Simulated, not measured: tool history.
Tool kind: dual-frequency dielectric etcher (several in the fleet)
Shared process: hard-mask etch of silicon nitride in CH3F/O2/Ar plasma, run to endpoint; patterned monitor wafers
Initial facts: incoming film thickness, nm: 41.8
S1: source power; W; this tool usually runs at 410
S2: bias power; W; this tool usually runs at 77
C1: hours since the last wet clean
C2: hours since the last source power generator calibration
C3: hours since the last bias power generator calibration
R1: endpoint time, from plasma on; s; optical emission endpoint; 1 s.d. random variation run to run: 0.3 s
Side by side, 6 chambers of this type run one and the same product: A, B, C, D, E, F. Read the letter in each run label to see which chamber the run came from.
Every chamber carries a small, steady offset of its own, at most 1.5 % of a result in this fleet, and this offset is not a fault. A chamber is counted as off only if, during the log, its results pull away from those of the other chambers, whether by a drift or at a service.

run   hour   S1  S2     C1      C2      C3      R1
 1B    8.1  410  77  437.7  1921.6  4524.6  58.573
 2C   14.2  410  77  130.6  1444.0   809.1  58.222
 3E   27.0  410  77  339.2  1774.6   384.1  59.677
 4F   39.3  410  77  306.7  1444.1  1945.8  58.812
 5D   51.9  410  77  225.6  3045.2  1177.2  59.390
 6A   61.0  410  77  258.4  3273.7  1017.0  59.206
      67.0  -- chamber D: source power generator calibrated
 7E   72.7  410  77  384.9  1820.3   429.8  59.280
 8F   86.0  410  77  353.4  1490.8  1992.5  58.457
 9C  100.0  410  61  216.4  1529.8   894.9  62.655
10A  113.8  410  61  311.2  3326.5  1069.8  64.217
11D  126.1  410  61  299.8    59.2  1251.4  63.965
12B  136.9  410  61  566.5  2050.4  4653.4  63.741
13D  147.5  410  61  321.2    80.6  1272.8  63.848
     152.2  -- chamber B: wet clean of the chamber
14B  157.4  410  61    5.3  2070.9  4673.9  63.847
15C  168.1  410  77  284.5  1597.9   963.0  57.711
16F  177.9  410  66  445.3  1582.7  2084.4  61.591
17A  186.0  410  66  383.4  3398.7  1142.0  62.245
18E  195.1  410  66  507.3  1942.7   552.2  62.943
19F  203.8  410  66  471.2  1608.6  2110.3  61.906
20D  210.6  410  66  384.3   143.7  1335.9  62.276
21C  218.2  410  66  334.6  1648.0  1013.1  61.133
22B  228.2  410  77   76.1  2141.7  4744.7  58.955
     234.7  -- chamber F: wet clean of the chamber
23E  238.5  410  77  550.7  1986.1   595.6  59.038
24A  251.2  410  77  448.6  3463.9  1207.2  59.000
25D  261.2  410  77  434.9   194.3  1386.5  59.179
     265.0  -- chamber D: wet clean of the chamber
26F  274.2  410  77   39.5  1679.0  2180.7  59.248
27B  282.7  410  77  130.6  2196.2  4799.2  58.944
28E  294.6  410  77  606.8  2042.2   651.7  58.860
     303.4  -- chamber E: wet clean of the chamber
29A  308.2  410  77  505.6  3520.9  1264.2  59.070
30C  320.0  410  77  436.4  1749.8  1114.9  58.034
     322.8  -- chamber C: wet clean of the chamber
31C  332.0  410  77    9.3  1761.8  1126.9  58.479
32A  343.9  410  77  541.3  3556.6  1299.9  58.781
33E  356.3  410  77   53.0  2103.9   713.4  58.957
     360.3  -- chamber C: source power generator calibrated
34B  364.3  410  93  212.2  2277.8  4880.8  55.542
35F  375.7  410  93  141.0  1780.5  2282.2  54.564
     385.3  -- chamber A: wet clean of the chamber
36D  386.1  410  93  121.2   319.2  1511.4  54.903
37B  395.9  410  93  243.8  2309.4  4912.4  55.098
38F  407.9  410  93  173.2  1812.7  2314.4  55.035
39A  421.8  410  93   36.6  3634.5  1377.8  55.102
40C  430.9  410  77  108.2    70.7  1225.8  58.230
41E  440.5  410  77  137.2  2188.1   797.6  59.475
42D  451.1  410  77  186.2   384.2  1576.4  59.243
43F  458.4  410  77  223.7  1863.2  2364.9  58.949
     462.9  -- chamber B: bias power generator calibrated
44B  471.2  410  77  319.1  2384.7     8.3  59.004

Read the log: is a single chamber off, either drifting away or since a service, is the gauge that measures every chamber drifting, or is nothing wrong beyond small per-chamber offsets? Name any odd chamber and what most likely caused it.

Neither any chamber nor the gauge drifts; the chambers differ only by their own small, steady offsets.
